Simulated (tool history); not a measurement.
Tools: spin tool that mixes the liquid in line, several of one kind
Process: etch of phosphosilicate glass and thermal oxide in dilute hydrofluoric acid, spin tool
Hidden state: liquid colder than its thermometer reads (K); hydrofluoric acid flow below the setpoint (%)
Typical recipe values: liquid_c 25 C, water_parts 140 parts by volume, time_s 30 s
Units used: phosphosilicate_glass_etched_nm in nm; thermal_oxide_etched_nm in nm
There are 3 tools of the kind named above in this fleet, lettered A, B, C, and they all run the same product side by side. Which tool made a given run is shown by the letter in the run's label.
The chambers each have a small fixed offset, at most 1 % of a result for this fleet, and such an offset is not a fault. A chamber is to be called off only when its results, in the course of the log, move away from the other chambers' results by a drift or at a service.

run   hour  liquid_c  water_parts  time_s  hours since the thermometer was replaced  hours since the hydrofluoric acid flow meter was replaced  read-back film thickness of the phosphosilicate glass reference wafer, read on the same gauge (nm)  read-back film thickness of the thermal oxide reference wafer, read on the same gauge (nm)  phosphosilicate_glass_etched_nm  thermal_oxide_etched_nm
 1C   10.3        25          140      30                                     471.9                                                       40.4                                                                                              110.01                                                                                      130.01                           19.848                  0.97331
 2B   17.2        25          140      30                                       122                                                       30.9                                                                                              109.99                                                                                      130.01                           19.856                   1.0142
 3A   28.6        25          140      30                                     242.5                                                      874.6                                                                                              110.02                                                                                      129.93                           20.076                  0.98018
 4A   41.5        25          140      30                                     255.4                                                      887.5                                                                                                 110                                                                                      129.97                           20.032                  0.98016
 5B     54        25          140      30                                     158.8                                                       67.7                                                                                              109.95                                                                                      129.99                           19.977                   1.0337
 6C   64.3        25          140      30                                     525.9                                                       94.4                                                                                                 110                                                                                      129.98                           20.123                   1.0281
 7B   74.2        25          140      30                                       179                                                       87.9                                                                                              110.02                                                                                      130.01                           19.982                   1.0277
 8A   88.6        25           85      30                                     302.5                                                      934.6                                                                                              109.99                                                                                      129.99                           35.122                   1.7818
 9C   97.2        25           85      30                                     558.8                                                      127.3                                                                                              109.95                                                                                         130                           35.116                   1.7277
10B  105.7        25           85      30                                     210.5                                                      119.4                                                                                              110.03                                                                                      129.97                           35.276                   1.8072
11A  118.8        25          140      30                                     332.7                                                      964.8                                                                                              110.01                                                                                      130.01                           20.089                   1.0163
12C  127.6        25          140      30                                     589.2                                                      157.7                                                                                              109.98                                                                                      129.93                           19.681                  0.99803
13C    138        25          140      30                                     599.6                                                      168.1                                                                                              110.04                                                                                      129.98                           19.825                   1.0035
14A    146        25          140      30                                     359.9                                                        992                                                                                              109.98                                                                                      130.02                           20.037                  0.99143
15B  158.5        25          140      30                                     263.3                                                      172.2                                                                                                 110                                                                                      130.01                             19.8                  0.97347
16A  166.5        25          140      30                                     380.4                                                     1012.5                                                                                              109.97                                                                                      129.94                           19.694                  0.94762
17C  176.9        25          140      30                                     638.5                                                        207                                                                                              110.02                                                                                      130.06                           19.832                  0.98687
18B  183.7        25          140      30                                     288.5                                                      197.4                                                                                              110.01                                                                                      129.96                           20.036                   1.0307
19A  197.6        25          140      30                                     411.5                                                     1043.6                                                                                              110.05                                                                                      129.99                           19.866                  0.96304
20B  205.5      28.5           80      30                                     310.3                                                      219.2                                                                                              110.03                                                                                      130.01                           43.553                   2.2286
21C  218.1      28.5           80      30                                     679.7                                                      248.2                                                                                              109.99                                                                                      129.97                           42.682                   2.2421
22C  225.5      28.5           80      30                                     687.1                                                      255.6                                                                                              110.05                                                                                      129.96                           43.472                   2.0804
23A  235.1        25          140      30                                       449                                                     1081.1                                                                                                 110                                                                                      129.99                           19.996                  0.98258

Predict what each chamber gives when all 3 of them run the settings below next.
24A  245.8        25          140      30                                                                                                                                                                                                                                                                                                                                     ?                        ?
24B  245.8        25          140      30                                                                                                                                                                                                                                                                                                                                     ?                        ?
24C  245.8        25          140      30                                                                                                                                                                                                                                                                                                                                     ?                        ?

run  phosphosilicate_glass_etched_nm  thermal_oxide_etched_nm
24A                           19.872                  0.98632
24B                           19.939                   1.0055
24C                            19.95                   1.0336
